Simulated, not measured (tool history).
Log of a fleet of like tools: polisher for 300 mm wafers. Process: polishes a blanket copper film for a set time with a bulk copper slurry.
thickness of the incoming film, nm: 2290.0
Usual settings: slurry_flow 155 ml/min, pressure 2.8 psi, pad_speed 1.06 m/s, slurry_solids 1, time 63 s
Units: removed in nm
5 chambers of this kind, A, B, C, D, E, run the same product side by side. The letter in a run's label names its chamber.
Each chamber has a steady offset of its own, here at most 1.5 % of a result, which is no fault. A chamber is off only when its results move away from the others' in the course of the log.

run,hour,slurry_flow,pressure,pad_speed,slurry_solids,time,wafers polished on this pad,hours since the slurry nozzle was cleaned,hours since the head pressure was calibrated,hours since the slurry blender was calibrated,removed
# hour 0.6: chamber E: slurry blender recalibrated
1B,8.6,155,2.8,1.06,1,63,632,249.2,316.3,506.7,714.30
# hour 10.2: chamber D: worn pad replaced by a new one
2A,15.7,155,2.8,1.06,1,63,363,340.1,313.5,58.7,693.78
# hour 26.1: chamber B: slurry blender recalibrated
3C,26.3,155,2.8,1.06,1,63,371,429.0,301.9,379.9,713.93
4E,37.4,155,2.8,1.06,1,63,623,497.4,130.9,36.9,694.61
# hour 42.8: chamber A: worn pad replaced by a new one
5D,46.2,155,2.8,1.06,1,63,312,187.7,227.9,56.0,710.02
6C,57.3,155,2.8,1.06,1,63,641,460.0,332.9,410.9,717.70
# hour 63.4: chamber E: worn pad replaced by a new one
# hour 66.0: chamber C: worn pad replaced by a new one
7A,66.9,155,2.8,1.06,1,63,210,391.3,364.7,109.9,703.27
8E,79.7,155,2.8,1.06,1,63,142,539.7,173.2,79.2,703.62
# hour 84.2: chamber B: worn pad replaced by a new one
9D,87.5,155,2.8,1.06,1,63,671,229.0,269.2,97.3,697.43
# hour 92.1: chamber D: worn pad replaced by a new one
# hour 93.3: chamber C: slurry blender recalibrated
10B,97.3,155,2.8,1.06,1,63,114,337.9,405.0,71.2,709.28
# hour 101.4: chamber D: slurry nozzle cleaned
# hour 104.3: chamber A: worn pad replaced by a new one
11A,109.6,155,2.8,1.06,1,63,46,434.0,407.4,152.6,694.11
12E,116.7,155,3.4,1.06,1,70,463,576.7,210.2,116.2,942.38
13B,123.6,155,3.4,1.06,1,70,342,364.2,431.3,97.5,951.17
# hour 125.2: chamber A: slurry blender recalibrated
14C,134.7,155,3.4,1.06,1,70,597,537.4,410.3,41.5,957.51
# hour 142.3: chamber C: slurry nozzle cleaned
15D,142.9,155,3.4,1.06,1,70,441,41.6,324.6,152.7,962.74
# hour 147.4: chamber E: worn pad replaced by a new one
16C,152.1,155,3.4,1.06,1,70,748,9.9,427.7,58.9,963.64
17D,160.2,155,2.8,1.06,1,63,591,58.9,341.9,170.0,709.04
# hour 163.6: chamber D: worn pad replaced by a new one
# hour 167.1: chamber D: head pressure recalibrated
# hour 170.6: chamber A: worn pad replaced by a new one
18E,171.5,155,2.8,1.06,1,63,209,631.5,265.0,171.0,704.13
# hour 173.7: chamber C: worn pad replaced by a new one
19B,179.0,155,2.8,1.06,1,63,824,419.6,486.7,152.9,698.15
20A,189.3,155,2.8,1.06,1,63,163,513.7,487.1,64.1,700.01
# hour 194.6: chamber E: slurry blender recalibrated
21B,199.2,155,2.8,1.06,1,63,999,439.8,506.9,173.1,701.72
22D,212.3,155,2.8,1.06,1,63,423,111.0,45.2,222.1,708.07
23C,219.6,155,2.8,1.06,1,63,399,77.4,495.2,126.4,723.58
24A,227.1,155,2.8,1.06,1,63,491,551.5,524.9,101.9,708.23
25E,233.8,155,2.8,1.06,1,63,750,693.8,327.3,39.3,696.70
# hour 235.4: chamber E: worn pad replaced by a new one
# hour 235.5: chamber D: worn pad replaced by a new one
26E,247.2,155,2.8,1.06,1,63,103,707.2,340.7,52.7,710.24
# hour 250.2: chamber C: head pressure recalibrated
# hour 251.5: chamber A: worn pad replaced by a new one
# hour 254.0: chamber B: worn pad replaced by a new one
27C,261.1,155,2.8,1.06,1,63,759,118.9,11.0,167.9,715.86
# hour 267.5: chamber E: slurry nozzle cleaned
28A,269.0,155,2.8,1.06,1,63,152,593.4,566.8,143.8,699.90
# hour 271.1: chamber A: slurry blender recalibrated
# hour 273.4: chamber C: worn pad replaced by a new one
29D,276.1,155,2.8,1.06,1,63,353,174.8,109.0,285.9,710.46
30B,286.6,155,2.8,1.06,1,63,283,527.2,594.3,260.5,705.77
31A,295.1,155,2.8,1.06,1,63,379,619.5,592.9,24.1,699.75
# hour 302.5: chamber D: worn pad replaced by a new one
32D,303.5,155,2.8,1.06,1,63,9,202.2,136.4,313.3,705.96
33B,311.6,155,2.8,1.06,1,63,500,552.2,619.3,285.5,698.58
34E,319.1,155,2.8,1.06,1,63,727,51.7,412.6,124.6,687.97
# hour 322.9: chamber D: slurry nozzle cleaned
# hour 323.8: chamber A: worn pad replaced by a new one
35C,325.9,155,2.8,1.06,1,63,456,183.7,75.8,232.7,710.67
36D,333.3,155,2.8,1.06,1,63,267,10.4,166.2,343.1,709.82
37B,345.5,155,2.8,1.06,1,63,794,586.1,653.2,319.4,701.94
# hour 356.7: chamber A: head pressure recalibrated
38A,358.8,155,2.8,1.06,1,63,304,683.2,2.2,87.8,715.10

Next, every chamber runs the same settings. What will each give?
39A,368.7,155,2.8,1.06,1,63,,,,,?
39B,368.7,155,2.8,1.06,1,63,,,,,?
39C,368.7,155,2.8,1.06,1,63,,,,,?
39D,368.7,155,2.8,1.06,1,63,,,,,?
39E,368.7,155,2.8,1.06,1,63,,,,,?

run,removed
39A,701.57
39B,710.88
39C,714.18
39D,713.81
39E,694.79
